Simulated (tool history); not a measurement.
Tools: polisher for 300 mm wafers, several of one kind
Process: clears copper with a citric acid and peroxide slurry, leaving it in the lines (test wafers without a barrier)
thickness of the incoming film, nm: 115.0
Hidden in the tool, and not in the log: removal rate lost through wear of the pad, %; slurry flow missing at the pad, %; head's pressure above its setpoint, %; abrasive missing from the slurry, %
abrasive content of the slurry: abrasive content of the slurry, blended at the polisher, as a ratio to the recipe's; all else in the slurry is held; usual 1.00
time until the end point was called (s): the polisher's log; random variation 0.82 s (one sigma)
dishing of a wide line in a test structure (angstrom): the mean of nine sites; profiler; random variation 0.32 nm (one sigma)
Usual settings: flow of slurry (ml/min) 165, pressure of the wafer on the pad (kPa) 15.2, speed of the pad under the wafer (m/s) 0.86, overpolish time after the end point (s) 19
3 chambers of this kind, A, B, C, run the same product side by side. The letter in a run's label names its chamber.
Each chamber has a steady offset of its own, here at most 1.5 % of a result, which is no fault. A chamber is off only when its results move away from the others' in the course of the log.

run   hour  flow of slurry (ml/min)  pressure of the wafer on the pad (kPa)  speed of the pad under the wafer (m/s)  abrasive content of the slurry  overpolish time after the end point (s)  wafers polished on this pad  hours since the slurry nozzle was cleaned  hours since the head pressure was calibrated  hours since the slurry blender was calibrated  time until the end point was called (s)  dishing of a wide line in a test structure (angstrom)
 1B    4.6                      165                                    15.2                                    0.86                            1.00                                       19                          506                                      631.2                                         401.8                                          238.3                                   95.174                                                 162.17
 2A    8.3                      165                                    15.2                                    0.86                            1.00                                       19                          871                                       18.6                                         367.6                                           88.2                                   98.428                                                 168.37
      10.3  -- chamber B: worn pad replaced by a new one
 3C   10.9                      165                                    15.2                                    0.86                            1.00                                       19                          489                                      368.5                                         617.3                                          349.9                                   96.015                                                 167.32
 4A   14.0                      165                                    15.2                                    0.86                            1.00                                       19                          930                                       24.3                                         373.3                                           93.9                                   97.922                                                 167.60
 5C   16.5                      165                                    15.2                                    0.86                            1.20                                       28                          547                                      374.1                                         622.9                                          355.5                                   93.229                                                 249.20
 6B   18.9                      165                                    15.2                                    0.86                            1.20                                       28                           89                                      645.5                                         416.1                                          252.6                                   93.002                                                 248.32
 7A   23.1                      165                                    15.2                                    0.86                            1.20                                       28                         1024                                       33.4                                         382.4                                          103.0                                   94.138                                                 250.45
 8C   28.1                      165                                    15.2                                    0.86                            1.00                                       19                          667                                      385.7                                         634.5                                          367.1                                   97.844                                                 168.71
      29.6  -- chamber A: worn pad replaced by a new one
 9B   31.7                      165                                    15.2                                    0.86                            1.00                                       19                          221                                      658.3                                         428.9                                          265.4                                   96.023                                                 170.77
10B   36.5                      165                                    15.2                                    0.86                            1.00                                       19                          271                                      663.1                                         433.7                                          270.2                                   96.201                                                 172.25
      37.0  -- chamber B: slurry blender recalibrated
11A   39.9                      165                                    15.2                                    0.86                            1.00                                       19                          106                                       50.2                                         399.2                                          119.8                                   97.251                                                 171.38
12C   43.5                      165                                    10.3                                    1.14                            1.00                                       19                          826                                      401.1                                         649.9                                          382.5                                  107.450                                                 156.21
13B   47.4                      165                                    10.3                                    1.14                            1.00                                       19                          383                                      674.0                                         444.6                                           10.4                                  106.030                                                 148.03
14C   51.9                      165                                    10.3                                    1.14                            1.00                                       19                          913                                      409.5                                         658.3                                          390.9                                  108.090                                                 150.18
15A   54.4                      165                                    15.2                                    0.86                            1.00                                       19                          256                                       64.7                                         413.7                                          134.3                                   98.023                                                 170.41
      54.5  -- chamber C: worn pad replaced by a new one
16B   56.8                      165                                    15.2                                    0.86                            1.00                                       19                          480                                      683.4                                         454.0                                           19.8                                   95.561                                                 166.40
17C   59.2                      165                                    15.2                                    0.86                            1.00                                       19                           49                                      416.8                                         665.6                                          398.2                                   97.383                                                 169.05
18A   64.0                      165                                    15.2                                    0.86                            1.00                                       19                          355                                       74.3                                         423.3                                          143.9                                   95.471                                                 169.72
      64.8  -- chamber A: head pressure recalibrated
19C   67.2                      165                                    15.2                                    0.86                            1.00                                       19                          131                                      424.8                                         673.6                                          406.2                                   98.537                                                 167.83
      67.8  -- chamber B: worn pad replaced by a new one
20B   70.6                      165                                    15.2                                    0.86                            1.00                                       19                           28                                      697.2                                         467.8                                           33.6                                   96.242                                                 170.77
21A   75.4                      165                                    15.2                                    0.86                            1.00                                       19                          473                                       85.7                                          10.7                                          155.3                                   89.106                                                 182.74
22B   79.0                      195                                    12.4                                    0.86                            1.00                                       19                          115                                      705.6                                         476.2                                           42.0                                  115.480                                                 144.24
23A   82.9                      195                                    12.4                                    0.86                            1.00                                       19                          550                                       93.2                                          18.2                                          162.8                                  103.220                                                 161.73
24C   87.0                      195                                    12.4                                    0.86                            1.00                                       19                          336                                      444.6                                         693.4                                          426.0                                  115.100                                                 143.38
25C   89.3                      165                                    15.2                                    0.86                            1.00                                       19                          359                                      446.9                                         695.7                                          428.3                                   97.369                                                 169.99
26A   91.8                      165                                    15.2                                    0.86                            1.00                                       19                          642                                      102.1                                          27.1                                          171.7                                   87.943                                                 193.34
27B   95.2                      165                                    15.2                                    0.86                            1.00                                       19                          282                                      721.8                                         492.4                                           58.2                                   95.233                                                 172.07
28C   97.4                      165                                    15.2                                    0.86                            1.00                                       19                          443                                      455.0                                         703.8                                          436.4                                   97.964                                                 165.51
29A  100.0                      165                                    15.2                                    0.86                            0.85                                       19                          727                                      110.3                                          35.3                                          179.9                                   91.861                                                 182.27
30B  103.9                      165                                    15.2                                    0.86                            0.85                                       19                          372                                      730.5                                         501.1                                           66.9                                   98.222                                                 163.57
31C  108.1                      165                                    15.2                                    0.86                            0.85                                       19                          553                                      465.7                                         714.5                                          447.1                                   99.824                                                 160.99
32B  112.1                      165                                    15.2                                    0.86                            1.00                                       19                          457                                      738.7                                         509.3                                           75.1                                   96.443                                                 170.04
33A  116.4                      165                                    15.2                                    0.86                            1.00                                       19                          896                                      126.7                                          51.7                                          196.3                                   88.943                                                 187.82

All 3 chambers run these settings next. Forecast each chamber's results:
34A  120.0                      165                                    15.2                                    0.86                            1.30                                       19                                                                                                                                                                                                             ?                                                      ?
34B  120.0                      165                                    15.2                                    0.86                            1.30                                       19                                                                                                                                                                                                             ?                                                      ?
34C  120.0                      165                                    15.2                                    0.86                            1.30                                       19                                                                                                                                                                                                             ?                                                      ?

run  time until the end point was called (s)  dishing of a wide line in a test structure (angstrom)
34A                                   83.784                                                 200.23
34B                                   90.722                                                 178.78
34C                                   90.842                                                 177.70

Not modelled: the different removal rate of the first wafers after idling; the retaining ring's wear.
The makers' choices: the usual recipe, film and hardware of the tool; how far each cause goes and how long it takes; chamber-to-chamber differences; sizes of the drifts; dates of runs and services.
